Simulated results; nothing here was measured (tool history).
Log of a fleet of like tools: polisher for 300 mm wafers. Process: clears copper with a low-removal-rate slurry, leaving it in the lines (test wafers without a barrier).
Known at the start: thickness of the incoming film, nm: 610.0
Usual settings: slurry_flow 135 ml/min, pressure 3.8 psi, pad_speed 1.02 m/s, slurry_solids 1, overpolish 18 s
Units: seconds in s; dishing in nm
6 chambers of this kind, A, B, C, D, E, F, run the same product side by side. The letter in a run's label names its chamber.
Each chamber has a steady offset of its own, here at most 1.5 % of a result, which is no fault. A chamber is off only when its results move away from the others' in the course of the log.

| run | hour | slurry_flow | pressure | pad_speed | slurry_solids | overpolish | wafers polished on this pad | hours since the slurry nozzle was cleaned | hours since the head pressure was calibrated | hours since the slurry blender was calibrated | seconds | dishing |
|---|---|---|---|---|---|---|---|---|---|---|---|---|
| 1C | 4.4 | 135 | 3.8 | 1.02 | 1 | 18 | 650 | 118.3 | 614.3 | 39.3 | 146.34 | 33.225 |
|  | 8.3 | chamber A: worn pad replaced by a new one |
| 2F | 10.2 | 135 | 3.8 | 1.02 | 1 | 18 | 436 | 355.8 | 648.4 | 89.9 | 146.44 | 31.29 |
| 3B | 18.2 | 135 | 3.8 | 1.02 | 1 | 18 | 1503 | 245.1 | 151.1 | 380.2 | 143.46 | 33.001 |
| 4A | 23.3 | 135 | 3.8 | 1.02 | 1 | 18 | 137 | 484.5 | 678.3 | 134.5 | 141.84 | 31.541 |
|  | 26.6 | chamber C: worn pad replaced by a new one |
| 5D | 29.5 | 135 | 3.8 | 1.02 | 1 | 18 | 1309 | 46.7 | 575 | 173.3 | 149.75 | 32.069 |
|  | 31 | chamber B: worn pad replaced by a new one |
|  | 31.3 | chamber E: slurry nozzle cleaned |
| 6E | 37.7 | 135 | 3.2 | 1.02 | 0.85 | 18 | 387 | 6.4 | 704.6 | 121.8 | 172.05 | 28.591 |
| 7F | 41.7 | 135 | 3.2 | 1.02 | 0.85 | 18 | 725 | 387.3 | 679.9 | 121.4 | 176.24 | 28.652 |
| 8E | 46.5 | 135 | 3.2 | 1.02 | 0.85 | 18 | 468 | 15.2 | 713.4 | 130.6 | 177.03 | 28.364 |
| 9C | 52.6 | 135 | 3.2 | 1.02 | 0.85 | 18 | 239 | 166.5 | 662.5 | 87.5 | 180.69 | 28.719 |
|  | 56.4 | chamber E: worn pad replaced by a new one |
| 10B | 58.3 | 135 | 3.2 | 1.02 | 0.85 | 18 | 251 | 285.2 | 191.2 | 420.3 | 176.5 | 29.458 |
|  | 60.6 | chamber D: worn pad replaced by a new one |
| 11D | 62.7 | 135 | 3.2 | 1.02 | 0.85 | 18 | 20 | 79.9 | 608.2 | 206.5 | 183.85 | 27.645 |
| 12A | 69.6 | 135 | 3.8 | 1.02 | 1 | 18 | 563 | 530.8 | 724.6 | 180.8 | 143.8 | 31.938 |
|  | 73.7 | chamber F: worn pad replaced by a new one |
|  | 74.8 | chamber E: slurry blender recalibrated |
| 13C | 74.8 | 135 | 3.8 | 1.02 | 1 | 22 | 443 | 188.7 | 684.7 | 109.7 | 144.78 | 34.399 |
|  | 77.4 | chamber D: slurry blender recalibrated |
|  | 78.2 | chamber C: slurry blender recalibrated |
|  | 79.3 | chamber C: head pressure recalibrated |
| 14E | 80.4 | 135 | 3.8 | 1.02 | 1 | 22 | 220 | 49.1 | 747.3 | 5.6 | 145.38 | 33.609 |
| 15F | 86 | 135 | 3.8 | 1.02 | 1 | 22 | 113 | 431.6 | 724.2 | 165.7 | 143.88 | 35.266 |
|  | 90.7 | chamber A: slurry nozzle cleaned |
| 16D | 93.4 | 135 | 3.8 | 1.02 | 1 | 22 | 302 | 110.6 | 638.9 | 16 | 147.35 | 34.114 |
| 17A | 100.4 | 135 | 3.8 | 1.02 | 1 | 22 | 845 | 9.8 | 755.4 | 211.6 | 142.12 | 33.667 |
|  | 101 | chamber F: slurry blender recalibrated |
| 18B | 106.8 | 135 | 3.8 | 1.02 | 1 | 22 | 696 | 333.7 | 239.7 | 468.8 | 142.87 | 35.085 |
| 19C | 111.5 | 135 | 4.6 | 0.76 | 1 | 18 | 780 | 225.4 | 32.3 | 33.3 | 163.96 | 31.717 |
|  | 113.9 | chamber E: worn pad replaced by a new one |
| 20F | 117.7 | 135 | 4.6 | 0.76 | 1 | 18 | 404 | 463.3 | 755.9 | 16.8 | 160.4 | 29.785 |
|  | 120.1 | chamber B: slurry blender recalibrated |
|  | 121.1 | chamber A: worn pad replaced by a new one |
| 21B | 122.2 | 135 | 4.6 | 0.76 | 1 | 18 | 838 | 349.1 | 255.1 | 2.2 | 157.55 | 30.075 |
| 22D | 129.8 | 135 | 4.6 | 0.76 | 1 | 18 | 636 | 147 | 675.3 | 52.4 | 167.71 | 30.478 |
|  | 130.3 | chamber C: worn pad replaced by a new one |
|  | 131.3 | chamber F: slurry nozzle cleaned |
| 23A | 138.5 | 135 | 4.6 | 0.76 | 1 | 18 | 159 | 47.9 | 793.5 | 249.7 | 158.33 | 31.403 |
| 24E | 146.3 | 135 | 4.6 | 0.76 | 1 | 18 | 297 | 115 | 813.2 | 71.5 | 160.6 | 29.907 |
| 25F | 154.4 | 135 | 3.8 | 1.02 | 1 | 18 | 741 | 23.2 | 792.6 | 53.5 | 141.36 | 31.272 |
| 26A | 161.5 | 135 | 3.8 | 1.02 | 1 | 18 | 371 | 70.9 | 816.5 | 272.7 | 145.37 | 32.223 |
| 27D | 170.2 | 135 | 3.8 | 1.02 | 1 | 18 | 1007 | 187.4 | 715.7 | 92.8 | 157.83 | 32.194 |
| 28E | 178.1 | 135 | 3.8 | 1.02 | 1 | 18 | 589 | 146.8 | 845 | 103.3 | 144.56 | 31.543 |
|  | 180.5 | chamber E: worn pad replaced by a new one |
|  | 181.6 | chamber A: slurry blender recalibrated |
| 29B | 182.3 | 135 | 3.8 | 1.02 | 1 | 18 | 1390 | 409.2 | 315.2 | 62.3 | 139.82 | 32.703 |
| 30C | 188.3 | 135 | 3.8 | 1.02 | 1 | 18 | 533 | 302.2 | 109.1 | 110.1 | 144.99 | 32.582 |
|  | 189.3 | chamber F: worn pad replaced by a new one |
| 31F | 195 | 135 | 3.8 | 1.02 | 1 | 18 | 52 | 63.8 | 833.2 | 94.1 | 144.3 | 31.071 |
|  | 198.7 | chamber B: worn pad replaced by a new one |
| 32A | 201.3 | 135 | 3.8 | 1.02 | 1 | 18 | 736 | 110.7 | 856.3 | 19.7 | 138 | 31.593 |
| 33E | 209.1 | 135 | 3.8 | 1.02 | 0.9 | 18 | 263 | 177.8 | 876 | 134.3 | 147.61 | 30.981 |
| 34D | 213.7 | 135 | 3.8 | 1.02 | 0.9 | 18 | 1406 | 230.9 | 759.2 | 136.3 | 164.23 | 31.183 |
|  | 216.1 | chamber C: worn pad replaced by a new one |
|  | 216.4 | chamber C: slurry blender recalibrated |
| 35C | 218.2 | 135 | 3.8 | 1.02 | 0.9 | 18 | 19 | 332.1 | 139 | 1.8 | 144.51 | 32.41 |
| 36B | 222.2 | 135 | 3.8 | 1.02 | 0.9 | 18 | 216 | 449.1 | 355.1 | 102.2 | 148.31 | 32.104 |

What goes on in this fleet: one chamber off, a drifting gauge, or nothing beyond the chambers' own small offsets? Name the chamber and the cause, if any.

Chamber D drifts away from the others.
Cause: head's pressure below its setpoint, % = 7.75.
The log may not tell that from: slurry flow missing at the pad, %.

Here are 4 candidates for chamber D's next run, each the usual settings with a change, their results left as question marks. Which one brings its results back in line with what the others give on the usual settings?
In line means no further than this from the other chambers' mean on the usual settings: seconds 7.6 s; dishing 2.7 nm
| 37D-1 | 228.4 | 135 | 4.2 | 1.12 | 1 | 17 |  |  |  |  | ? | ? |
| 37D-2 | 228.4 | 135 | 4 | 1.08 | 1 | 17 |  |  |  |  | ? | ? |
| 37D-3 | 228.4 | 135 | 3.6 | 0.96 | 1 | 19 |  |  |  |  | ? | ? |
| 37D-4 | 228.4 | 135 | 3.5 | 0.92 | 1 | 19 |  |  |  |  | ? | ? |

The other chambers' mean on the usual settings: seconds 143.48 s; dishing 32.017 nm
| run | seconds | dishing |
|---|---|---|
| 37D-1 | 130.87 | 32.935 |
| 37D-2 | 142.41 | 31.699 |
| 37D-3 | 177.73 | 29.996 |
| 37D-4 | 190.66 | 28.927 |
37D-2 brings the chamber back in line.
